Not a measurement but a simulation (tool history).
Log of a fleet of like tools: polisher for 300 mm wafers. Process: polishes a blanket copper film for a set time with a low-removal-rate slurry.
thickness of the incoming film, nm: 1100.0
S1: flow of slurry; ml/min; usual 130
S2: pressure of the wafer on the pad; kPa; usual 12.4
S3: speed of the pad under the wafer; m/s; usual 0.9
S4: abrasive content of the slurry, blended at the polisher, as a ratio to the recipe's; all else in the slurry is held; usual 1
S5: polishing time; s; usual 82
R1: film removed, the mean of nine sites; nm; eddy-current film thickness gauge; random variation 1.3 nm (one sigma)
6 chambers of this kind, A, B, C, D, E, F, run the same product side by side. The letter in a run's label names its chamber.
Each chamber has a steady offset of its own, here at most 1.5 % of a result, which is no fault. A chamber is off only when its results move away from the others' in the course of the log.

| run | day | S1 | S2 | S3 | S4 | S5 | R1 |
|---|---|---|---|---|---|---|---|
|  | 0.133 | chamber A: worn pad replaced by a new one |
| 1E | 0.212 | 130 | 12.4 | 0.9 | 1 | 82 | 157.58 |
| 2A | 0.404 | 130 | 12.4 | 0.9 | 1 | 82 | 156.53 |
| 3F | 0.6 | 130 | 12.4 | 0.9 | 1 | 82 | 158.81 |
| 4D | 0.771 | 130 | 12.4 | 0.9 | 1 | 82 | 158.18 |
| 5B | 1 | 130 | 12.4 | 0.9 | 1 | 82 | 162.45 |
|  | 1.192 | chamber F: worn pad replaced by a new one |
| 6C | 1.2 | 130 | 12.4 | 0.9 | 1 | 82 | 159.62 |
| 7E | 1.362 | 130 | 15.2 | 0.9 | 1 | 63 | 146.41 |
| 8D | 1.588 | 130 | 15.2 | 0.9 | 1 | 63 | 147.94 |
| 9B | 1.75 | 130 | 15.2 | 0.9 | 1 | 63 | 151.53 |
| 10F | 2.008 | 130 | 15.2 | 0.9 | 1 | 63 | 150.82 |
|  | 2.117 | chamber E: worn pad replaced by a new one |
| 11C | 2.267 | 130 | 15.2 | 0.9 | 1 | 63 | 149.28 |
| 12A | 2.45 | 130 | 15.2 | 0.9 | 1 | 63 | 149.45 |
| 13C | 2.617 | 130 | 12.4 | 0.9 | 1 | 82 | 160.79 |
|  | 2.725 | chamber D: slurry blender recalibrated |
|  | 2.879 | chamber A: slurry blender recalibrated |
| 14A | 2.904 | 130 | 12.4 | 0.9 | 1 | 82 | 159.55 |
|  | 3.088 | chamber F: head pressure recalibrated |
| 15F | 3.125 | 145 | 12.4 | 0.9 | 1 | 82 | 182.36 |
|  | 3.221 | chamber A: worn pad replaced by a new one |
| 16B | 3.308 | 145 | 12.4 | 0.9 | 1 | 82 | 163.72 |
| 17E | 3.458 | 145 | 12.4 | 0.9 | 1 | 82 | 160.15 |
| 18D | 3.729 | 145 | 12.4 | 0.9 | 1 | 82 | 159.77 |
|  | 3.8 | chamber B: worn pad replaced by a new one |
| 19E | 4.021 | 145 | 12.4 | 0.9 | 1 | 82 | 159.05 |
| 20C | 4.15 | 145 | 12.4 | 0.9 | 1 | 82 | 163.12 |
| 21F | 4.346 | 130 | 12.4 | 0.9 | 1 | 82 | 176.19 |
| 22A | 4.604 | 130 | 12.4 | 0.9 | 1 | 58 | 114.21 |
| 23B | 4.738 | 130 | 12.4 | 0.9 | 1 | 58 | 111.76 |
| 24D | 5.017 | 130 | 12.4 | 0.9 | 1 | 58 | 112.78 |
|  | 5.133 | chamber B: slurry nozzle cleaned |
| 25B | 5.229 | 130 | 12.4 | 0.9 | 1 | 58 | 112.56 |
|  | 5.346 | chamber D: worn pad replaced by a new one |
| 26E | 5.438 | 130 | 12.4 | 0.9 | 1 | 58 | 110.63 |
| 27F | 5.596 | 130 | 12.4 | 0.9 | 1 | 58 | 124.94 |
|  | 5.7 | chamber E: slurry nozzle cleaned |
|  | 5.779 | chamber A: worn pad replaced by a new one |
| 28A | 5.854 | 130 | 12.4 | 0.9 | 1 | 82 | 161.33 |
| 29D | 6.029 | 130 | 12.4 | 0.9 | 1 | 82 | 158.31 |
| 30C | 6.25 | 130 | 12.4 | 0.9 | 1 | 82 | 158.33 |
|  | 6.262 | chamber F: worn pad replaced by a new one |
|  | 6.367 | chamber E: worn pad replaced by a new one |
| 31D | 6.388 | 130 | 12.4 | 0.9 | 1 | 82 | 159.74 |
|  | 6.554 | chamber C: worn pad replaced by a new one |
| 32F | 6.604 | 100 | 12.4 | 1.08 | 1 | 82 | 200.52 |
|  | 6.621 | chamber A: head pressure recalibrated |
| 33A | 6.767 | 100 | 12.4 | 1.08 | 1 | 82 | 181.7 |
| 34E | 6.967 | 100 | 12.4 | 1.08 | 1 | 82 | 176.62 |
| 35B | 7.217 | 100 | 12.4 | 1.08 | 1 | 82 | 180.78 |
|  | 7.4 | chamber D: slurry blender recalibrated |
| 36C | 7.471 | 100 | 12.4 | 1.08 | 1 | 82 | 177.97 |
|  | 7.629 | chamber B: slurry blender recalibrated |
|  | 7.65 | chamber C: slurry blender recalibrated |
| 37A | 7.754 | 100 | 12.4 | 1.08 | 1 | 82 | 183.38 |
|  | 7.908 | chamber F: slurry nozzle cleaned |
| 38C | 7.95 | 130 | 12.4 | 0.9 | 1 | 82 | 156.88 |
|  | 8.058 | chamber B: worn pad replaced by a new one |
| 39B | 8.1 | 130 | 12.4 | 0.9 | 1 | 82 | 157.32 |
| 40D | 8.262 | 85 | 12.4 | 0.9 | 1 | 82 | 143.28 |
| 41F | 8.542 | 85 | 12.4 | 0.9 | 1 | 82 | 159.3 |

What goes on in this fleet: one chamber off, a drifting gauge, or nothing beyond the chambers' own small offsets? Name the chamber and the cause, if any.

A service left chamber F off against the others.
Cause: head's pressure above its setpoint, % = 11.8.

Here are 4 candidates for chamber F's next run, each the usual settings with a change, their results left as question marks. Which one brings its results back in line with what the others give on the usual settings?
In line means no further than this from the other chambers' mean on the usual settings: R1 4.6 nm
| 42F-1 | 8.75 | 130 | 11.7 | 0.9 | 1 | 77 | ? |
| 42F-2 | 8.75 | 130 | 12.4 | 0.9 | 1 | 87 | ? |
| 42F-3 | 8.75 | 130 | 11.7 | 0.9 | 1 | 82 | ? |
| 42F-4 | 8.75 | 130 | 13.1 | 0.96 | 1 | 82 | ? |

The other chambers' mean on the usual settings: R1 158.55 nm
| run | R1 |
|---|---|
| 42F-1 | 157.33 |
| 42F-2 | 188.33 |
| 42F-3 | 167.55 |
| 42F-4 | 200.16 |
42F-1 brings the chamber back in line.

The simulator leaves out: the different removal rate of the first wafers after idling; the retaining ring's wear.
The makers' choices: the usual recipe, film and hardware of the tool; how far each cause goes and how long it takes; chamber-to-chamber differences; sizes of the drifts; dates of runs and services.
